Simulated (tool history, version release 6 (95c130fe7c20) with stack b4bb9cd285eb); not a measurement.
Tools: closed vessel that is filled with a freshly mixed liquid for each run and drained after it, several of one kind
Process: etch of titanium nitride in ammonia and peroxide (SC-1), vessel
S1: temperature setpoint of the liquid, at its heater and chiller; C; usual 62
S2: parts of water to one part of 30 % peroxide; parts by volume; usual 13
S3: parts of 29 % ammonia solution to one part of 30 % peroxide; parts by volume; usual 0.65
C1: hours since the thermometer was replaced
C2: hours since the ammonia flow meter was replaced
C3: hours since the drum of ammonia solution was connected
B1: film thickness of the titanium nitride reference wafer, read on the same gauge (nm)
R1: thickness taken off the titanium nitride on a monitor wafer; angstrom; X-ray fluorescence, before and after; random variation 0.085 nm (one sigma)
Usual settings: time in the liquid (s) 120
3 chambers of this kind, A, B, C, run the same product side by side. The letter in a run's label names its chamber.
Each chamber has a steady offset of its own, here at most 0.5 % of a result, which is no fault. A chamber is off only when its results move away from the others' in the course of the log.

Run 1C, day 0.267: usual settings; C1 1229.1; C2 1190.4; C3 394.1; B1 50.005. Result: R1 93.689 angstrom.
Run 2A, day 0.483: usual settings; C1 1141.9; C2 331.4; C3 914.7; B1 50.018. Result: R1 94.249 angstrom.
Run 3B, day 0.696: usual settings; C1 100.2; C2 1081.4; C3 695.3; B1 49.996. Result: R1 94.135 angstrom.
Run 4C, day 0.938: usual settings; C1 1245.2; C2 1206.5; C3 410.2; B1 49.989. Result: R1 91.866 angstrom.
Run 5A, day 1.229: usual settings; C1 1159.8; C2 349.3; C3 932.6; B1 49.991. Result: R1 93.553 angstrom.
Run 6B, day 1.475: usual settings; C1 118.9; C2 1100.1; C3 714; B1 49.994. Result: R1 94.394 angstrom.
Run 7A, day 1.725: usual settings; C1 1171.7; C2 361.2; C3 944.5; B1 50.024. Result: R1 92.261 angstrom.
Run 8B, day 1.962: usual settings but S1 57.5 C, S3 0.4 parts by volume; C1 130.6; C2 1111.8; C3 725.7; B1 49.992. Result: R1 65.01 angstrom.
Run 9C, day 2.238: usual settings but S1 57.5 C, S3 0.4 parts by volume; C1 1276.4; C2 1237.7; C3 441.4; B1 49.989. Result: R1 64.606 angstrom.
Run 10A, day 2.508: usual settings but S1 57.5 C, S3 0.4 parts by volume; C1 1190.5; C2 380; C3 963.3; B1 49.97. Result: R1 63.412 angstrom.
Run 11C, day 2.888: usual settings; C1 1292; C2 1253.3; C3 457; B1 49.996. Result: R1 92.151 angstrom.
Run 12B, day 3.25: usual settings; C1 161.5; C2 1142.7; C3 756.6; B1 49.999. Result: R1 92.977 angstrom.
At day 3.446: chamber B: new drum of ammonia solution connected.
At day 3.462: chamber A: new drum of ammonia solution connected.
Run 13A, day 3.604: usual settings; C1 1216.8; C2 406.3; C3 3.5; B1 49.972. Result: R1 95.418 angstrom.
Run 14C, day 3.983: usual settings; C1 1318.3; C2 1279.6; C3 483.3; B1 50.028. Result: R1 95.561 angstrom.
Run 15B, day 4.262: usual settings; C1 185.8; C2 1167; C3 19.6; B1 50.027. Result: R1 93.842 angstrom.
Run 16A, day 4.638: usual settings; C1 1241.6; C2 431.1; C3 28.3; B1 49.988. Result: R1 94.198 angstrom.
Run 17B, day 4.85: usual settings; C1 199.9; C2 1181.1; C3 33.7; B1 50.006. Result: R1 94.516 angstrom.
Run 18C, day 5.167: usual settings; C1 1346.7; C2 1308; C3 511.7; B1 50.004. Result: R1 92.848 angstrom.
Run 19C, day 5.442: usual settings; C1 1353.3; C2 1314.6; C3 518.3; B1 50.011. Result: R1 92.864 angstrom.
Run 20A, day 5.854: usual settings; C1 1270.8; C2 460.3; C3 57.5; B1 50.003. Result: R1 95.546 angstrom.
Run 21B, day 6.108: usual settings; C1 230.1; C2 1211.3; C3 63.9; B1 49.999. Result: R1 93.909 angstrom.
Run 22A, day 6.492: usual settings; C1 1286.1; C2 475.6; C3 72.8; B1 50.002. Result: R1 93.325 angstrom.
At day 6.583: chamber C: ammonia flow meter replaced.
Run 23C, day 6.904: usual settings; C1 1388.4; C2 7.7; C3 553.4; B1 49.999. Result: R1 92.285 angstrom.
Run 24B, day 7.179: usual settings; C1 255.8; C2 1237; C3 89.6; B1 49.982. Result: R1 93.592 angstrom.
Run 25A, day 7.508: usual settings but S3 0.55 parts by volume; C1 1310.5; C2 500; C3 97.2; B1 49.979. Result: R1 90.596 angstrom.
Run 26B, day 7.833: usual settings but S3 0.55 parts by volume; C1 271.5; C2 1252.7; C3 105.3; B1 49.991. Result: R1 91.851 angstrom.
Run 27C, day 8.2: usual settings but S3 0.55 parts by volume; C1 1419.5; C2 38.8; C3 584.5; B1 49.998. Result: R1 91.67 angstrom.
Run 28A, day 8.538: usual settings; C1 1335.2; C2 524.7; C3 121.9; B1 50.002. Result: R1 93.709 angstrom.
Run 29C, day 8.75: usual settings; C1 1432.7; C2 52; C3 597.7; B1 50.015. Result: R1 94.828 angstrom.
Run 30B, day 9.062: usual settings; C1 301; C2 1282.2; C3 134.8; B1 50.025. Result: R1 95.048 angstrom.
Run 31C, day 9.429: usual settings; C1 1449; C2 68.3; C3 614; B1 49.98. Result: R1 94.109 angstrom.
Run 32A, day 9.788: usual settings; C1 1365.2; C2 554.7; C3 151.9; B1 50.006. Result: R1 92.711 angstrom.
Run 33B, day 10.162: usual settings; C1 327.4; C2 1308.6; C3 161.2; B1 50.029. Result: R1 94.426 angstrom.
Run 34C, day 10.496: usual settings; C1 1474.6; C2 93.9; C3 639.6; B1 49.998. Result: R1 94.062 angstrom.
Run 35B, day 10.771: usual settings; C1 342; C2 1323.2; C3 175.8; B1 50.01. Result: R1 94.039 angstrom.
Run 36A, day 11.021: usual settings; C1 1394.8; C2 584.3; C3 181.5; B1 49.99. Result: R1 92.747 angstrom.
Run 37B, day 11.338: usual settings; C1 355.6; C2 1336.8; C3 189.4; B1 50.003. Result: R1 92.325 angstrom.
Run 38C, day 11.779: usual settings; C1 1505.4; C2 124.7; C3 670.4; B1 49.987. Result: R1 94.558 angstrom.
Run 39A, day 12.167: usual settings; C1 1422.3; C2 611.8; C3 209; B1 50.027. Result: R1 94.389 angstrom.
Run 40A, day 12.55: usual settings; C1 1431.5; C2 621; C3 218.2; B1 50.022. Result: R1 93.785 angstrom.

Next, every chamber runs the same settings. What will each give?
Run 41A, day 12.867: usual settings. Result: R1 ?.
Run 41B, day 12.867: usual settings. Result: R1 ?.
Run 41C, day 12.867: usual settings. Result: R1 ?.

run      R1
41A  93.591
41B  93.966
41C  93.835
